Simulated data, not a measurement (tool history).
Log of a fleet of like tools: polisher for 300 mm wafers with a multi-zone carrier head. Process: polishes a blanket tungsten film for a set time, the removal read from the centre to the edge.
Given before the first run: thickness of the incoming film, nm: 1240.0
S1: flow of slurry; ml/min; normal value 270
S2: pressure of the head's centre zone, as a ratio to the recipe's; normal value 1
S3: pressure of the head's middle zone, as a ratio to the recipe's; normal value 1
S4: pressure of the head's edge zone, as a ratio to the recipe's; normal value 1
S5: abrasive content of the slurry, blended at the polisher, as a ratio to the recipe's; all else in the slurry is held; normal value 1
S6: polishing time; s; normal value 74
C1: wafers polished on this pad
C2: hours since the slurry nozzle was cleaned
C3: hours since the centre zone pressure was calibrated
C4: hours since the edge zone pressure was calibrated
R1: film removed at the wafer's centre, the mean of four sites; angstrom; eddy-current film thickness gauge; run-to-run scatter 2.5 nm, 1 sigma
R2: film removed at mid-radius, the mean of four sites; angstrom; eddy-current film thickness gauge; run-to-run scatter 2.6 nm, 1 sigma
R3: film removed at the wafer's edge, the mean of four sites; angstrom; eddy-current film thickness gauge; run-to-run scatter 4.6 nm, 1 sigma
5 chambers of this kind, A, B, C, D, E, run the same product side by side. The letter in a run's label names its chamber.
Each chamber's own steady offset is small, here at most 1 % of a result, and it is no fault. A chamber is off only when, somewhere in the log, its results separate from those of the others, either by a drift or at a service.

Run 1C, hour 3.6: usual settings; C1 864; C2 545.1; C3 948.3; C4 294.7. Result: R1 3301.8 angstrom, R2 3231.9 angstrom, R3 3204.6 angstrom.
Run 2A, hour 6.8: usual settings; C1 124; C2 283; C3 268.2; C4 314.8. Result: R1 3180.4 angstrom, R2 3221.3 angstrom, R3 3246.3 angstrom.
Run 3D, hour 9.7: usual settings; C1 249; C2 117.8; C3 1001.6; C4 918.9. Result: R1 3229.8 angstrom, R2 3248.7 angstrom, R3 3243 angstrom.
At hour 10.2: chamber C: worn pad replaced by a new one.
Run 4E, hour 15.4: usual settings; C1 172; C2 91.5; C3 562.9; C4 22.3. Result: R1 3232.1 angstrom, R2 3293.8 angstrom, R3 3276.4 angstrom.
Run 5B, hour 20.2: usual settings; C1 315; C2 51.8; C3 652; C4 724.3. Result: R1 3212.7 angstrom, R2 3249.7 angstrom, R3 3218.3 angstrom.
Run 6D, hour 25.2: usual settings but S1 210 ml/min, S6 61 s; C1 377; C2 133.3; C3 1017.1; C4 934.4. Result: R1 2532.5 angstrom, R2 2612.6 angstrom, R3 2584.6 angstrom.
Run 7C, hour 30.7: usual settings but S1 210 ml/min, S6 61 s; C1 170; C2 572.2; C3 975.4; C4 321.8. Result: R1 2581.3 angstrom, R2 2567.6 angstrom, R3 2609.2 angstrom.
At hour 33.6: chamber C: centre zone pressure recalibrated.
Run 8E, hour 35.6: usual settings but S1 210 ml/min, S6 61 s; C1 339; C2 111.7; C3 583.1; C4 42.5. Result: R1 2577.5 angstrom, R2 2603.6 angstrom, R3 2672.1 angstrom.
Run 9B, hour 40.3: usual settings but S1 210 ml/min, S6 61 s; C1 481; C2 71.9; C3 672.1; C4 744.4. Result: R1 2575.5 angstrom, R2 2594.9 angstrom, R3 2636.8 angstrom.
At hour 42.2: chamber D: worn pad replaced by a new one.
Run 10A, hour 43.6: usual settings but S1 210 ml/min, S6 61 s; C1 428; C2 319.8; C3 305; C4 351.6. Result: R1 2596 angstrom, R2 2629.3 angstrom, R3 2662.1 angstrom.
Run 11B, hour 46.9: usual settings; C1 535; C2 78.5; C3 678.7; C4 751. Result: R1 3255.7 angstrom, R2 3261.1 angstrom, R3 3212.9 angstrom.
Run 12D, hour 51.2: usual settings but S1 355 ml/min, S5 1.2; C1 74; C2 159.3; C3 1043.1; C4 960.4. Result: R1 3395.8 angstrom, R2 3542.4 angstrom, R3 3368 angstrom.
Run 13C, hour 56.1: usual settings but S1 355 ml/min, S5 1.2; C1 380; C2 597.6; C3 22.5; C4 347.2. Result: R1 3460.9 angstrom, R2 3453.2 angstrom, R3 3473.8 angstrom.
Run 14E, hour 59.7: usual settings but S1 355 ml/min, S5 1.2; C1 538; C2 135.8; C3 607.2; C4 66.6. Result: R1 3433.8 angstrom, R2 3457.7 angstrom, R3 3431.2 angstrom.
Run 15A, hour 65.1: usual settings but S1 355 ml/min, S5 1.2; C1 606; C2 341.3; C3 326.5; C4 373.1. Result: R1 3477.5 angstrom, R2 3485.5 angstrom, R3 3441.5 angstrom.
At hour 69.1: chamber A: worn pad replaced by a new one.
Run 16C, hour 69.7: usual settings but S1 355 ml/min, S5 1.2; C1 492; C2 611.2; C3 36.1; C4 360.8. Result: R1 3422 angstrom, R2 3486.7 angstrom, R3 3447.5 angstrom.
Run 17A, hour 72.7: usual settings but S1 305 ml/min, S5 0.85; C1 30; C2 348.9; C3 334.1; C4 380.7. Result: R1 3155.5 angstrom, R2 3192.5 angstrom, R3 3221.4 angstrom.
Run 18B, hour 75.7: usual settings but S1 305 ml/min, S5 0.85; C1 774; C2 107.3; C3 707.5; C4 779.8. Result: R1 3171.1 angstrom, R2 3172 angstrom, R3 3127.2 angstrom.
Run 19E, hour 78.7: usual settings but S1 305 ml/min, S5 0.85; C1 696; C2 154.8; C3 626.2; C4 85.6. Result: R1 3117.5 angstrom, R2 3153 angstrom, R3 3113 angstrom.
At hour 79.3: chamber C: slurry nozzle cleaned.
Run 20D, hour 82.8: usual settings but S1 305 ml/min, S5 0.85; C1 336; C2 190.9; C3 1074.7; C4 992. Result: R1 3105.1 angstrom, R2 3212.5 angstrom, R3 3152.3 angstrom.
Run 21A, hour 87.6: usual settings but S1 305 ml/min, S5 0.85; C1 153; C2 363.8; C3 349; C4 395.6. Result: R1 3166.9 angstrom, R2 3106.7 angstrom, R3 3146.1 angstrom.
Run 22C, hour 90.9: usual settings; C1 668; C2 11.7; C3 57.3; C4 382. Result: R1 3277.3 angstrom, R2 3199.8 angstrom, R3 3192.3 angstrom.
Run 23E, hour 96.5: usual settings; C1 843; C2 172.6; C3 644; C4 103.4. Result: R1 3153.4 angstrom, R2 3190.5 angstrom, R3 3180.9 angstrom.
Run 24B, hour 99.2: usual settings; C1 968; C2 130.8; C3 731; C4 803.3. Result: R1 3306.9 angstrom, R2 3291.5 angstrom, R3 3206.7 angstrom.
At hour 100: chamber B: worn pad replaced by a new one.
Run 25D, hour 103.5: usual settings; C1 507; C2 211.6; C3 1095.4; C4 1012.7. Result: R1 3189.2 angstrom, R2 3254 angstrom, R3 3225.9 angstrom.
At hour 107.6: chamber E: centre zone pressure recalibrated.
Run 26C, hour 108.2: usual settings; C1 811; C2 29; C3 74.6; C4 399.3. Result: R1 3227 angstrom, R2 3282.7 angstrom, R3 3260 angstrom.
At hour 112: chamber D: worn pad replaced by a new one.
Run 27B, hour 112.8: usual settings; C1 106; C2 144.4; C3 744.6; C4 816.9. Result: R1 3283.8 angstrom, R2 3219.9 angstrom, R3 3234.4 angstrom.
At hour 115.6: chamber C: worn pad replaced by a new one.
Run 28D, hour 117.3: usual settings; C1 44; C2 225.4; C3 1109.2; C4 1026.5. Result: R1 3204.3 angstrom, R2 3253.6 angstrom, R3 3291.9 angstrom.
Run 29E, hour 122.5: usual settings; C1 1058; C2 198.6; C3 14.9; C4 129.4. Result: R1 3112.8 angstrom, R2 3118.4 angstrom, R3 3113.1 angstrom.
Run 30A, hour 128.2: usual settings; C1 489; C2 404.4; C3 389.6; C4 436.2. Result: R1 3210.1 angstrom, R2 3275 angstrom, R3 3254.2 angstrom.
Run 31A, hour 132.5: usual settings; C1 525; C2 408.7; C3 393.9; C4 440.5. Result: R1 3204.4 angstrom, R2 3211.2 angstrom, R3 3247.7 angstrom.
Run 32E, hour 136.8: usual settings; C1 1176; C2 212.9; C3 29.2; C4 143.7. Result: R1 3118.3 angstrom, R2 3068.5 angstrom, R3 3119 angstrom.
At hour 139.3: chamber A: worn pad replaced by a new one.
Run 33B, hour 141: usual settings but S3 1.11, S5 1.2; C1 339; C2 172.6; C3 772.8; C4 845.1. Result: R1 3366.4 angstrom, R2 3761.8 angstrom, R3 3499.1 angstrom.
Run 34C, hour 144.6: usual settings but S3 1.11, S5 1.2; C1 240; C2 65.4; C3 111; C4 435.7. Result: R1 3350.2 angstrom, R2 3745.9 angstrom, R3 3362.9 angstrom.
At hour 148.7: chamber E: worn pad replaced by a new one.
Run 35D, hour 149.4: usual settings but S3 1.11, S5 1.2; C1 309; C2 257.5; C3 1141.3; C4 1058.6. Result: R1 3339.5 angstrom, R2 3750.5 angstrom, R3 3387.5 angstrom.
Run 36D, hour 154.9: usual settings but S3 1.11, S5 1.2; C1 355; C2 263; C3 1146.8; C4 1064.1. Result: R1 3359.4 angstrom, R2 3746.5 angstrom, R3 3303.1 angstrom.
Run 37A, hour 159: usual settings but S3 1.11, S5 1.2; C1 163; C2 435.2; C3 420.4; C4 467. Result: R1 3367.1 angstrom, R2 3700.8 angstrom, R3 3334.7 angstrom.
Run 38C, hour 163.8: usual settings; C1 399; C2 84.6; C3 130.2; C4 454.9. Result: R1 3232.2 angstrom, R2 3215.3 angstrom, R3 3228.1 angstrom.
Run 39E, hour 168.3: usual settings; C1 162; C2 244.4; C3 60.7; C4 175.2. Result: R1 3012.4 angstrom, R2 3048.9 angstrom, R3 3186.1 angstrom.

What goes on in this fleet: one chamber off, a drifting gauge, or nothing beyond the chambers' own small offsets? Name the chamber and the cause, if any.

One chamber, E, drifts off from the rest bit by bit.
What lies behind it: slurry flow missing at the pad, % = 36.

Below are 4 candidate recipes for chamber E's next run, each the usual settings with a change, their results shown as question marks. Which of them brings E's results back in line with what the other chambers give on the usual settings?
In-line tolerance around the mean of the other chambers on the usual settings: R1 86 angstrom; R2 92 angstrom; R3 160 angstrom
Run 40E-1, hour 172.5: usual settings but S1 280 ml/min, S2 1.02, S3 1.02, S4 0.98, S6 80 s. Result: R1 ?, R2 ?, R3 ?.
Run 40E-2, hour 172.5: usual settings but S1 275 ml/min, S2 1.01, S3 1.02, S4 0.99, S6 78 s. Result: R1 ?, R2 ?, R3 ?.
Run 40E-3, hour 172.5: usual settings but S1 260 ml/min, S2 0.98, S3 0.98, S4 1.02, S6 68 s. Result: R1 ?, R2 ?, R3 ?.
Run 40E-4, hour 172.5: usual settings but S1 265 ml/min, S2 0.99, S3 0.99, S4 1.01, S6 71 s. Result: R1 ?, R2 ?, R3 ?.

Mean of the other chambers on the usual settings: R1 3228.1 angstrom; R2 3246.3 angstrom; R3 3240 angstrom
  run      R1      R2      R3
40E-1  3363.5  3390.1  3363.5
40E-2    3234  3295.9  3289.9
40E-3  2699.1  2744.3  2895.7
40E-4  2860.1  2901.4  3014.3
Change 40E-2 lands the chamber within the allowed miss of the other chambers.

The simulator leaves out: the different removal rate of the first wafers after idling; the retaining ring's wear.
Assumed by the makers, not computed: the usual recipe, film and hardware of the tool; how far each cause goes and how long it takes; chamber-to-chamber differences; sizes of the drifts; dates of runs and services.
